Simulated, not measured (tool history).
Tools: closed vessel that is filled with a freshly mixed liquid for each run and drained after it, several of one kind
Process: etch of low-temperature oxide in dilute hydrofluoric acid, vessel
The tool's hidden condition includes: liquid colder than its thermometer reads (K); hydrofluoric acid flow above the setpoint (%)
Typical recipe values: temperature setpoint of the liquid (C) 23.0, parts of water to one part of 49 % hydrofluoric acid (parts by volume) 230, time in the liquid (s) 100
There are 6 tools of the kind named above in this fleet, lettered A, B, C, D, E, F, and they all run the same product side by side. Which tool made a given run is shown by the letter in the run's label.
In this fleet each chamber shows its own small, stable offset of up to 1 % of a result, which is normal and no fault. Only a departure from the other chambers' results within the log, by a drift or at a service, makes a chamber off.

run	hour	temperature setpoint of the liquid (C)	parts of water to one part of 49 % hydrofluoric acid (parts by volume)	time in the liquid (s)	hours since the thermometer was replaced	hours since the hydrofluoric acid flow meter was replaced	read-back film thickness of the low-temperature oxide reference wafer, read on the same gauge (nm)	thickness taken off the low-temperature oxide on a monitor wafer (nm)
1C	5.1	23.0	230	100	1035.2	1002.5	90.026	6.5273
2B	10.7	23.0	230	100	487.9	1003.4	89.969	6.4678
3D	17.6	23.0	230	100	879.0	1216.0	90.013	6.3998
4F	21.3	23.0	230	100	491.9	96.1	89.959	6.5188
5E	27.5	23.0	230	100	548.1	2138.6	90.010	6.5618
6A	32.7	23.0	230	100	1922.2	1132.5	90.013	6.5146
7F	39.2	23.0	230	100	509.8	114.0	90.026	6.5100
8C	44.8	23.0	230	100	1074.9	1042.2	90.041	6.4476
9A	50.7	25.0	280	100	1940.2	1150.5	89.991	5.3907
10D	56.7	25.0	280	100	918.1	1255.1	89.997	5.4128
11B	61.3	25.0	280	100	538.5	1054.0	90.002	5.4383
12E	67.7	25.0	280	100	588.3	2178.8	90.025	5.4705
13B	72.8	25.0	280	100	550.0	1065.5	90.026	5.4159
14F	79.4	25.0	280	100	550.0	154.2	89.992	5.4025
15E	84.0	23.0	230	100	604.6	2195.1	89.983	6.5408
# hour 87.4: chamber E: hydrofluoric acid flow meter replaced
16A	88.6	23.0	230	100	1978.1	1188.4	89.998	6.5068
17C	94.4	23.0	230	100	1124.5	1091.8	90.019	6.4965
18D	99.9	23.0	230	100	961.3	1298.3	89.980	6.3855
19E	106.2	18.5	320	100	626.8	18.8	89.960	3.6522
20B	112.4	18.5	320	100	589.6	1105.1	89.986	3.6478
21C	116.0	18.5	320	100	1146.1	1113.4	90.030	3.6525
22A	123.0	18.5	320	100	2012.5	1222.8	90.011	3.7137
23F	129.3	18.5	320	100	599.9	204.1	90.040	3.6155
24D	134.0	18.5	320	100	995.4	1332.4	90.027	3.5778
25D	139.1	25.0	230	120	1000.5	1337.5	90.014	8.1998
26C	143.6	25.0	230	120	1173.7	1141.0	89.987	8.3971
27A	148.5	25.0	230	120	2038.0	1248.3	90.005	8.6635
28F	152.2	25.0	230	120	622.8	227.0	89.963	8.2997
29E	155.8	25.0	230	120	676.4	68.4	89.995	8.3938
30B	159.3	25.0	230	120	636.5	1152.0	89.996	8.3398
31F	165.9	23.0	310	75	636.5	240.7	90.040	3.2920
32A	173.3	23.0	310	75	2062.8	1273.1	89.991	3.4932
33C	178.4	23.0	310	75	1208.5	1175.8	90.037	3.3319
34E	182.0	23.0	310	75	702.6	94.6	89.988	3.3595
35D	187.3	23.0	310	75	1048.7	1385.7	89.999	3.2850
36B	191.4	23.0	310	75	668.6	1184.1	89.989	3.3200
37D	196.8	23.0	230	100	1058.2	1395.2	90.055	6.4079
38A	203.2	23.0	230	100	2092.7	1303.0	90.024	6.8732
39F	208.2	23.0	130	100	678.8	283.0	90.003	12.8430
40B	214.9	23.0	130	100	692.1	1207.6	90.002	12.8100
41E	220.7	23.0	130	100	741.3	133.3	89.962	13.0170
42C	224.6	23.0	130	100	1254.7	1222.0	89.962	12.8400

Is one chamber out of step, is the gauge drifting, or do the chambers differ by no more than their own small offsets? For an off chamber, give its letter and the likeliest cause.

One chamber, A, drifts off from the rest bit by bit.
Likeliest cause: hydrofluoric acid flow above the setpoint (%) = 6.42.
The log may not tell that from: liquid hotter than its thermometer reads (K).

Below are 4 candidate recipes for chamber A's next run, each the usual settings with a change, their results shown as question marks. Which of them brings A's results back in line with what the other chambers give on the usual settings?
Maximum distance from the other chambers' mean on the usual settings for a result to count as in line: thickness taken off the low-temperature oxide on a monitor wafer (nm) 0.1200
43A-1	229.9	23.0	215	100				?
43A-2	229.9	23.0	215	105				?
43A-3	229.9	23.0	245	95				?
43A-4	229.9	21.0	230	100				?

The other chambers' mean on the usual settings: thickness taken off the low-temperature oxide on a monitor wafer (nm) 6.4707
run	thickness taken off the low-temperature oxide on a monitor wafer (nm)
43A-1	7.5413
43A-2	7.9183
43A-3	6.1110
43A-4	6.4461
43A-4 brings the chamber back in line.
